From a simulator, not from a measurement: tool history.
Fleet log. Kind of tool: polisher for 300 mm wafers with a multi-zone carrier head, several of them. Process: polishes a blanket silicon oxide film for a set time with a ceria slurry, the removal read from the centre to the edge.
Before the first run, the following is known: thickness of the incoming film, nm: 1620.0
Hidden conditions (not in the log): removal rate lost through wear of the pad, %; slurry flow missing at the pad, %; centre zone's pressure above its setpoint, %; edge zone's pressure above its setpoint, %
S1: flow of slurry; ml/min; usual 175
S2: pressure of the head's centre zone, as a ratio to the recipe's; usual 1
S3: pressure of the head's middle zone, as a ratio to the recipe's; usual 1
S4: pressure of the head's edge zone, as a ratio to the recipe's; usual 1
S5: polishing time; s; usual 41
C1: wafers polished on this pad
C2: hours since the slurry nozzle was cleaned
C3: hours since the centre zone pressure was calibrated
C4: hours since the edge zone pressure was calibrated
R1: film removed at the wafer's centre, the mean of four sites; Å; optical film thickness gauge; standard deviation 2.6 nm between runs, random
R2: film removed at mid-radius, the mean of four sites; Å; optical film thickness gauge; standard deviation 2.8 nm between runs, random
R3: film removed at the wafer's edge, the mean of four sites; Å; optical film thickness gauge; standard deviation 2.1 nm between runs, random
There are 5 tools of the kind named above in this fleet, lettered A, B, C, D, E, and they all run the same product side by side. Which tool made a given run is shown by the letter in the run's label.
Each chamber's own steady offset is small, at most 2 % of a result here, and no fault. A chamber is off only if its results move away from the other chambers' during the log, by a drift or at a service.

run   hour   S1    S2    S3    S4  S5    C1     C2     C3      C4      R1      R2      R3
       0.8  -- chamber C: worn pad replaced by a new one
 1B   10.4  175     1     1     1  41   802  139.3  362.5   141.9  2045.6  2065.7  2033.5
      19.3  -- chamber A: worn pad replaced by a new one
 2E   21.6  175     1     1     1  41   558  661.9   63.6   692.8  2080.2  2065.3  2000.5
 3D   29.7  175     1     1     1  41   486  258.2  117.3  1211.5  2046.8  2096.8  2062.2
 4C   39.7  175     1     1     1  41   304  259.1  219.7   648.2  2054.8    1999  2065.4
 5A   46.2  175     1     1     1  41   210  249.9  320.5   673.6  2108.8  2108.1  2083.5
 6E   55.9  175     1     1   1.1  41   826  696.2   97.9   727.1  2079.5  2069.6    2151
      61.3  -- chamber A: slurry nozzle cleaned
 7A   65.4  175     1     1   1.1  41   360    4.1  339.7   692.8  2059.1  2097.9  2172.9
      66.9  -- chamber B: slurry nozzle cleaned
 8B   75.7  175     1     1   1.1  41  1312    8.8  427.8   207.2  2033.8  2109.4  2161.5
      80.6  -- chamber A: worn pad replaced by a new one
 9D   85.9  175     1     1   1.1  41   926  314.4  173.5  1267.7  2030.3    2067  2187.6
        88  -- chamber B: worn pad replaced by a new one
      92.4  -- chamber C: worn pad replaced by a new one
10C     93  175     1     1   1.1  41     4  312.4    273   701.5  2119.7    2054  2168.5
      93.6  -- chamber E: worn pad replaced by a new one
11C  100.4  175     1     1     1  41    62  319.8  280.4   708.9  2073.2  2042.1    2069
12D  110.9  175     1     1     1  41  1121  339.4  198.5  1292.7  2035.8  2053.7  2014.8
13B  118.1  175     1     1     1  41   235   51.2  470.2   249.6  2032.6  2043.9  2024.2
14A  124.5  175     1     1     1  41   343   63.2  398.8   751.9  2035.3  2016.6  2067.4
15E  133.4  175     1     1     1  41   311  773.7  175.4   804.6  2047.5  2108.9  2059.6
16E  141.4  175     1     1     1  41   374  781.7  183.4   812.6  2066.7  2055.7  2042.4
     144.2  -- chamber D: slurry nozzle cleaned
     147.4  -- chamber A: worn pad replaced by a new one
     149.7  -- chamber B: edge zone pressure recalibrated
17B  152.1  175     1     1     1  41   501   85.2  504.2     2.4  2050.2  2091.9  2023.2
18A  157.9  175     1     1     1  41    82   96.6  432.2   785.3  2057.2  2072.3  2073.3
19D  163.1  175     1     1     1  41  1529   18.9  250.7  1344.9  2083.4  2083.2  2030.1
     167.4  -- chamber A: edge zone pressure recalibrated
20C  172.2  175     1  0.94  0.92  41   623  391.6  352.2   780.7  2053.9  1929.3  1991.3
21D  178.3  175     1  0.94  0.92  41  1648   34.1  265.9  1360.1  2019.3  1966.4  1984.4
     178.6  -- chamber D: worn pad replaced by a new one
22A  183.6  175     1  0.94  0.92  41   283  122.3  457.9    16.2  2060.1  1992.3  1998.4
     185.6  -- chamber D: edge zone pressure recalibrated
     186.6  -- chamber E: slurry nozzle cleaned
     189.7  -- chamber C: worn pad replaced by a new one
23C  191.1  175     1  0.94  0.92  41    11  410.5  371.1   799.6  2059.9    1895  1970.3
24B  199.8  175     1  0.94  0.92  41   874  132.9  551.9    50.1  2009.5  1979.3  1993.7
25E  205.9  175  1.07     1     1  41   878   19.3  247.9   877.1  2243.5  2058.8    2040
       216  -- chamber D: centre zone pressure recalibrated
26B  217.4  175  1.07     1     1  41  1012  150.5  569.5    67.7  2218.8  2087.8  2081.6
     223.5  -- chamber A: worn pad replaced by a new one
27D  225.6  175  1.07     1     1  41   367   81.4    9.6      40    2217  2107.6  2070.9
28E  233.6  175  1.07     1     1  41  1094     47  275.6   904.8  2221.6  2056.4  2058.2
29A  243.9  175  1.07     1     1  41   159  182.6  518.2    76.5  2176.4  2078.2  2066.6
     245.7  -- chamber E: worn pad replaced by a new one
30C  252.6  175     1     1     1  41   492    472  432.6   861.1  2047.4  2052.9  2068.8
     255.7  -- chamber B: slurry nozzle cleaned
     258.1  -- chamber B: worn pad replaced by a new one
     261.9  -- chamber A: slurry nozzle cleaned
     262.4  -- chamber C: slurry nozzle cleaned
31B  264.3  175     1     1     1  41    48    8.6  616.4   114.6  2048.5  2056.9  2024.5
32D    273  175     1     1     1  41   738  128.8     57    87.4  2004.2  2053.2  2063.1
33C  284.5  175     1     1     1  41   741   22.2  464.5     893  2134.7  2008.1  2095.1
     285.1  -- chamber A: worn pad replaced by a new one
34E  291.1  175     1     1     1  41   355  104.5  333.1   962.3  2080.3  2068.9  2032.3
35A  300.9  175     1     1     1  41   123     39  575.2   133.5  2046.8  2055.3  2068.5
36C  310.7  175     1     1     1  41   946   48.4  490.7   919.2  2060.8    2009  2037.1
37B  320.8  175     1     1  0.91  41   490   65.1  672.9   171.1  2082.2  2020.6  2002.4
38D  326.7  175     1     1  0.91  41  1157  182.5  110.7   141.1    2030  2011.6  1947.2

Predict what each chamber gives when all 5 of them run the settings below next.
39A  335.4  230   1   1   1  41                   ?   ?   ?
39B  335.4  230   1   1   1  41                   ?   ?   ?
39C  335.4  230   1   1   1  41                   ?   ?   ?
39D  335.4  230   1   1   1  41                   ?   ?   ?
39E  335.4  230   1   1   1  41                   ?   ?   ?

run      R1      R2      R3
39A  2197.6  2150.4  2139.4
39B  2136.2  2130.2  2114.9
39C  2193.1  2095.3  2163.7
39D  2088.9  2165.2  2096.6
39E  2131.3  2166.5  2146.6

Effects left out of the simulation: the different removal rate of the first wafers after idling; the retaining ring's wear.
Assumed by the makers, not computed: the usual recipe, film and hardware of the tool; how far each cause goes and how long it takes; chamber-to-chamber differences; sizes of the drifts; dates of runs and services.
